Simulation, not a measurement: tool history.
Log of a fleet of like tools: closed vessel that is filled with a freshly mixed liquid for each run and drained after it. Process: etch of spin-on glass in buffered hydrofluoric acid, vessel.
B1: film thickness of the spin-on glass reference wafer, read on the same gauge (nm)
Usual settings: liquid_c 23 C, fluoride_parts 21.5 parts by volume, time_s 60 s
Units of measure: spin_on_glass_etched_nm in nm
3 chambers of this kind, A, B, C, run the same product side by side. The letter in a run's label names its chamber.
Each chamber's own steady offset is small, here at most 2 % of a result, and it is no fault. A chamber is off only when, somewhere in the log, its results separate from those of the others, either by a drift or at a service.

Run 1B, hour 10.5: usual settings; B1 150.02. Result: spin_on_glass_etched_nm 90.549 nm.
Run 2C, hour 22.8: usual settings; B1 150. Result: spin_on_glass_etched_nm 91.052 nm.
Run 3A, hour 30.4: usual settings; B1 150. Result: spin_on_glass_etched_nm 89.544 nm.
Run 4B, hour 42.2: usual settings; B1 150.01. Result: spin_on_glass_etched_nm 91.181 nm.
Run 5A, hour 52.3: usual settings; B1 149.99. Result: spin_on_glass_etched_nm 90.638 nm.
Run 6C, hour 66.1: usual settings; B1 150. Result: spin_on_glass_etched_nm 91.541 nm.
Run 7B, hour 78.4: usual settings but liquid_c 25.5 C, fluoride_parts 24.5 parts by volume; B1 150. Result: spin_on_glass_etched_nm 95.198 nm.
Run 8A, hour 85: usual settings but liquid_c 25.5 C, fluoride_parts 24.5 parts by volume; B1 150.02. Result: spin_on_glass_etched_nm 93.657 nm.
At hour 86: chamber B: hydrofluoric acid flow meter replaced.
Run 9C, hour 92.7: usual settings but liquid_c 25.5 C, fluoride_parts 24.5 parts by volume; B1 150.01. Result: spin_on_glass_etched_nm 95.568 nm.
Run 10A, hour 106: usual settings; B1 150.01. Result: spin_on_glass_etched_nm 89.603 nm.
Run 11C, hour 116.1: usual settings; B1 150.01. Result: spin_on_glass_etched_nm 91.651 nm.
Run 12B, hour 122.9: usual settings; B1 150.01. Result: spin_on_glass_etched_nm 90.425 nm.
Run 13C, hour 134: usual settings; B1 150. Result: spin_on_glass_etched_nm 91.347 nm.
Run 14A, hour 148.4: usual settings; B1 149.98. Result: spin_on_glass_etched_nm 90.962 nm.
Run 15B, hour 160.4: usual settings; B1 149.99. Result: spin_on_glass_etched_nm 90.774 nm.
Run 16C, hour 167.6: usual settings but liquid_c 26.5 C; B1 149.99. Result: spin_on_glass_etched_nm 110.23 nm.
Run 17B, hour 175.9: usual settings but liquid_c 26.5 C; B1 149.99. Result: spin_on_glass_etched_nm 110.16 nm.
Run 18A, hour 184.7: usual settings but liquid_c 26.5 C; B1 150.01. Result: spin_on_glass_etched_nm 110.76 nm.
Run 19C, hour 191.2: usual settings; B1 150.01. Result: spin_on_glass_etched_nm 91.529 nm.
Run 20A, hour 204.9: usual settings; B1 150. Result: spin_on_glass_etched_nm 93.585 nm.
Run 21B, hour 214.5: usual settings; B1 150. Result: spin_on_glass_etched_nm 90.324 nm.
Run 22C, hour 227.4: usual settings but liquid_c 18.5 C; B1 149.99. Result: spin_on_glass_etched_nm 70.449 nm.
Run 23B, hour 239.3: usual settings but liquid_c 18.5 C; B1 150.01. Result: spin_on_glass_etched_nm 70.566 nm.
Run 24A, hour 251.4: usual settings but liquid_c 18.5 C; B1 150.03. Result: spin_on_glass_etched_nm 74.167 nm.
Run 25A, hour 259.7: usual settings; B1 150.01. Result: spin_on_glass_etched_nm 95.107 nm.
Run 26B, hour 266.5: usual settings; B1 150. Result: spin_on_glass_etched_nm 90.953 nm.
Run 27C, hour 274: usual settings but liquid_c 25.5 C, fluoride_parts 19 parts by volume; B1 150.01. Result: spin_on_glass_etched_nm 115.24 nm.
Run 28C, hour 281.9: usual settings but liquid_c 25.5 C, fluoride_parts 19 parts by volume; B1 150.01. Result: spin_on_glass_etched_nm 115.89 nm.
Run 29A, hour 291.1: usual settings but liquid_c 25.5 C, fluoride_parts 19 parts by volume; B1 149.99. Result: spin_on_glass_etched_nm 121.87 nm.
Run 30B, hour 302.1: usual settings; B1 150. Result: spin_on_glass_etched_nm 90.901 nm.
Run 31C, hour 309.7: usual settings; B1 149.99. Result: spin_on_glass_etched_nm 91.28 nm.

Each of the 3 chambers runs these same settings next. Fill in every chamber's results:
Run 32A, hour 320.1: usual settings. Result: spin_on_glass_etched_nm ?.
Run 32B, hour 320.1: usual settings. Result: spin_on_glass_etched_nm ?.
Run 32C, hour 320.1: usual settings. Result: spin_on_glass_etched_nm ?.

run  spin_on_glass_etched_nm
32A                   97.277
32B                   90.967
32C                   90.967

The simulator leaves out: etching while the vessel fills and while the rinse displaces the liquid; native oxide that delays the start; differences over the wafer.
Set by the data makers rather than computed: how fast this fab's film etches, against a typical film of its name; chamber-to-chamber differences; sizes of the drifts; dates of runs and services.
